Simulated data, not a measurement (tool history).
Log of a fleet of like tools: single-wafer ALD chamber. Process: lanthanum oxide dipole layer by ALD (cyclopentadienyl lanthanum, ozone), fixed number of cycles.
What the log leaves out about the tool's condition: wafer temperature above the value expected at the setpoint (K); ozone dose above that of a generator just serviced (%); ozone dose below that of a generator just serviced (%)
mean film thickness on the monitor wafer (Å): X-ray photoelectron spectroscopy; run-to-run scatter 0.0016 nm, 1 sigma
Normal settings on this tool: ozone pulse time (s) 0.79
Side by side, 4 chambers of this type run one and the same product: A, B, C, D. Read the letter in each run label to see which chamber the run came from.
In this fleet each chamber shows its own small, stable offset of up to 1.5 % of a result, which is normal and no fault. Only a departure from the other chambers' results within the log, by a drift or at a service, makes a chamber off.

run   hour  ozone pulse time (s)  hours since the last thermocouple change  hours since the last ozone generator service  read-back reference wafer on the same gauge, thickness_nm  mean film thickness on the monitor wafer (Å)
 1C   10.2                  0.79                                      71.9                                         419.3                                                    0.39831                                        4.6222
 2D   18.4                  0.79                                    1187.7                                          1028                                                    0.39795                                        4.5048
 3B   30.8                  0.79                                    1223.9                                           672                                                     0.3978                                        4.5522
 4A   37.8                  0.79                                     267.4                                         410.3                                                    0.39805                                        4.6059
 5B     50                  0.79                                    1243.1                                         691.2                                                    0.39773                                        4.5529
 6A   57.6                  0.79                                     287.2                                         430.1                                                    0.39785                                        4.6426
 7C   68.5                  0.79                                     130.2                                         477.6                                                    0.39843                                        4.6082
 8D   80.4                  1.03                                    1249.7                                          1090                                                     0.3981                                        4.9486
 9B   89.9                  1.03                                      1283                                         731.1                                                    0.39791                                        5.0208
10A  102.2                  1.03                                     331.8                                         474.7                                                    0.39796                                         5.073
11D  114.5                  1.03                                    1283.8                                        1124.1                                                    0.39772                                        4.9941
12C  125.3                  0.79                                       187                                         534.4                                                    0.39818                                        4.6303
13A  132.4                  0.79                                       362                                         504.9                                                    0.39839                                        4.6419
14B  145.3                  0.79                                    1338.4                                         786.5                                                     0.3981                                         4.561
15C  154.1                  0.79                                     215.8                                         563.2                                                    0.39781                                        4.6157
     157.7  -- chamber D: ozone generator serviced
16D  165.7                  0.79                                      1335                                             8                                                    0.39826                                        4.5399
17A  173.2                  0.79                                     402.8                                         545.7                                                    0.39795                                        4.5737
     177.8  -- chamber B: ozone generator serviced
18D  179.8                  0.54                                    1349.1                                          22.1                                                    0.39771                                        3.7906
19C  188.8                  0.54                                     250.5                                         597.9                                                    0.39783                                        3.8421
20B  195.3                  0.54                                    1388.4                                          17.5                                                    0.39798                                        3.8232
21C  201.7                  0.54                                     263.4                                         610.8                                                    0.39789                                         3.835
22D  214.8                  1.02                                    1384.1                                          57.1                                                    0.39804                                         4.959
23B  224.7                  1.02                                    1417.8                                          46.9                                                    0.39783                                        4.9731
24A  238.2                  1.02                                     467.8                                         610.7                                                    0.39807                                        5.0596

Is one chamber off against the others, does the gauge drift, or is nothing wrong? If a chamber is off, say which, and what the likeliest cause is.

No chamber is off and the gauge is stable; the differences are just each chamber's small, constant offset.

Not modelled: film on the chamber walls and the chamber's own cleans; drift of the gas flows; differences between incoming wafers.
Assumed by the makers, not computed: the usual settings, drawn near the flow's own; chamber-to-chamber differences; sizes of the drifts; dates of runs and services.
